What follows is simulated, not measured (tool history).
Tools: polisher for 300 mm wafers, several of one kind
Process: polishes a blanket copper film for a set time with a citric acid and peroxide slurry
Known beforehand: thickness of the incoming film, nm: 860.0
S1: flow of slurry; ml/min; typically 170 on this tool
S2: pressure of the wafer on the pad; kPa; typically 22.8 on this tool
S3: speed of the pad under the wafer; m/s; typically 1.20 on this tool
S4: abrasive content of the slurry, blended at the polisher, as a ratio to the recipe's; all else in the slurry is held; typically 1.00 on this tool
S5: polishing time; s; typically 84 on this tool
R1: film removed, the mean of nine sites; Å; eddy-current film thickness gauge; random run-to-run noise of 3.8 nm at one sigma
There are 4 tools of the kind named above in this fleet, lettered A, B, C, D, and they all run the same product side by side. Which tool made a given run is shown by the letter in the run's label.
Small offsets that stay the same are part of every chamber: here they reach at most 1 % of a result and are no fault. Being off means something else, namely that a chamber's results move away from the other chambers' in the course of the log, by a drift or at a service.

run,hour,S1,S2,S3,S4,S5,R1
# hour 0.6: chamber D: head pressure recalibrated
# hour 7.5: chamber B: worn pad replaced by a new one
1A,8.1,170,22.8,1.20,1.00,84,2862.1
# hour 12.1: chamber A: slurry blender recalibrated
2B,13.7,170,22.8,1.20,1.00,84,2860.2
# hour 14.1: chamber A: worn pad replaced by a new one
3C,21.3,170,22.8,1.20,1.00,84,2894.4
# hour 26.0: chamber C: worn pad replaced by a new one
4D,31.7,170,22.8,1.20,1.00,84,2820.6
5D,41.1,170,25.5,1.20,0.85,84,3015.6
# hour 43.8: chamber D: worn pad replaced by a new one
6C,47.4,170,25.5,1.20,0.85,84,3083.8
# hour 51.7: chamber C: slurry nozzle cleaned
7B,53.4,170,25.5,1.20,0.85,84,3084.9
8A,61.7,170,25.5,1.20,0.85,84,3110.3
9A,72.3,170,22.8,1.20,1.00,84,2797.2
10B,79.2,170,22.8,1.20,1.00,84,2916.8
# hour 81.9: chamber C: slurry blender recalibrated
11C,84.3,170,22.8,1.20,1.00,84,2942.6
12D,91.8,170,22.8,1.20,1.00,84,2778.2
# hour 94.0: chamber B: slurry nozzle cleaned
# hour 96.5: chamber D: worn pad replaced by a new one
13D,97.4,170,22.8,1.20,1.00,84,2847.7
14C,106.4,170,22.8,1.20,1.00,84,2910.8
# hour 113.1: chamber D: slurry blender recalibrated
15A,116.6,170,22.8,1.20,1.00,84,2862.9
16B,123.4,170,22.8,1.20,1.00,84,2927.6
# hour 124.3: chamber A: slurry nozzle cleaned
17B,129.6,170,22.8,0.82,1.25,84,2034.1
# hour 130.3: chamber B: head pressure recalibrated
# hour 136.5: chamber B: slurry blender recalibrated
# hour 138.5: chamber A: head pressure recalibrated
18A,139.5,170,22.8,0.82,1.25,84,2061.8
19C,144.4,170,22.8,0.82,1.25,84,2100.6
# hour 147.2: chamber B: worn pad replaced by a new one
# hour 150.1: chamber D: worn pad replaced by a new one
20D,154.9,170,22.8,0.82,1.25,84,1957.0
# hour 156.0: chamber C: worn pad replaced by a new one
21A,160.1,170,22.8,1.20,1.00,84,2827.4
# hour 166.8: chamber A: worn pad replaced by a new one
22D,168.1,170,22.8,1.20,1.00,84,2716.2
23C,179.0,170,22.8,1.20,1.00,84,2892.2
24B,187.5,170,22.8,1.20,1.00,84,2942.4
25C,195.5,170,22.8,1.20,1.00,84,2880.4
26D,200.9,170,22.8,1.20,1.00,84,2702.9
# hour 209.6: chamber D: worn pad replaced by a new one
27A,209.8,170,29.0,1.20,1.00,84,3670.8
# hour 214.7: chamber A: slurry blender recalibrated
28B,216.2,170,29.0,1.20,1.00,84,3657.7
29D,222.5,170,29.0,1.20,1.00,84,3388.9
30B,229.5,170,29.0,1.20,1.00,84,3645.6
31C,238.3,170,22.8,1.20,1.00,84,2888.0
32A,246.7,170,22.8,1.20,0.75,105,3357.7
33C,253.5,170,22.8,1.20,0.75,105,3391.5
34D,259.6,170,22.8,1.20,0.75,105,3116.9
# hour 261.2: chamber C: worn pad replaced by a new one
# hour 261.4: chamber B: worn pad replaced by a new one
# hour 261.4: chamber D: worn pad replaced by a new one
35A,270.3,170,22.8,1.20,0.75,105,3415.2
36B,276.4,170,22.8,1.20,1.00,84,2908.4
37D,287.3,170,22.8,1.20,1.00,84,2568.7
38C,292.3,170,22.8,1.20,1.25,84,2991.2
# hour 295.1: chamber A: worn pad replaced by a new one
# hour 296.1: chamber B: slurry nozzle cleaned
39B,298.0,170,22.8,1.20,1.25,84,3016.9
40A,303.8,170,22.8,1.20,1.25,84,3033.6

One chamber off, gauge drift, or nothing amiss beyond the chambers' own small offsets? If it is a chamber, which one, and what is the likeliest cause?

It is chamber D that slowly wanders off from its peers.
Cause: slurry flow missing at the pad, % = 41.3.
Not necessarily distinguishable in this log from: head's pressure below its setpoint, %.

Here are 4 candidates for chamber D's next run, each the usual settings with a change, their results left as question marks. Which one brings its results back in line with what the others give on the usual settings?
Counts as in line when no further than this from what the other chambers average on the usual settings: R1 130.0 Å
41D-1,312.1,170,23.4,1.26,1.00,87,?
41D-2,312.1,180,22.8,1.54,1.00,84,?
41D-3,312.1,170,17.2,1.20,1.00,84,?
41D-4,312.1,170,20.0,1.20,1.00,84,?

The other chambers' mean on the usual settings: R1 2873.4 Å
run,R1
41D-1,2833.1
41D-2,3288.9
41D-3,1929.1
41D-4,2229.9
The answer is 41D-1, which returns the chamber to within the allowed miss of the others.

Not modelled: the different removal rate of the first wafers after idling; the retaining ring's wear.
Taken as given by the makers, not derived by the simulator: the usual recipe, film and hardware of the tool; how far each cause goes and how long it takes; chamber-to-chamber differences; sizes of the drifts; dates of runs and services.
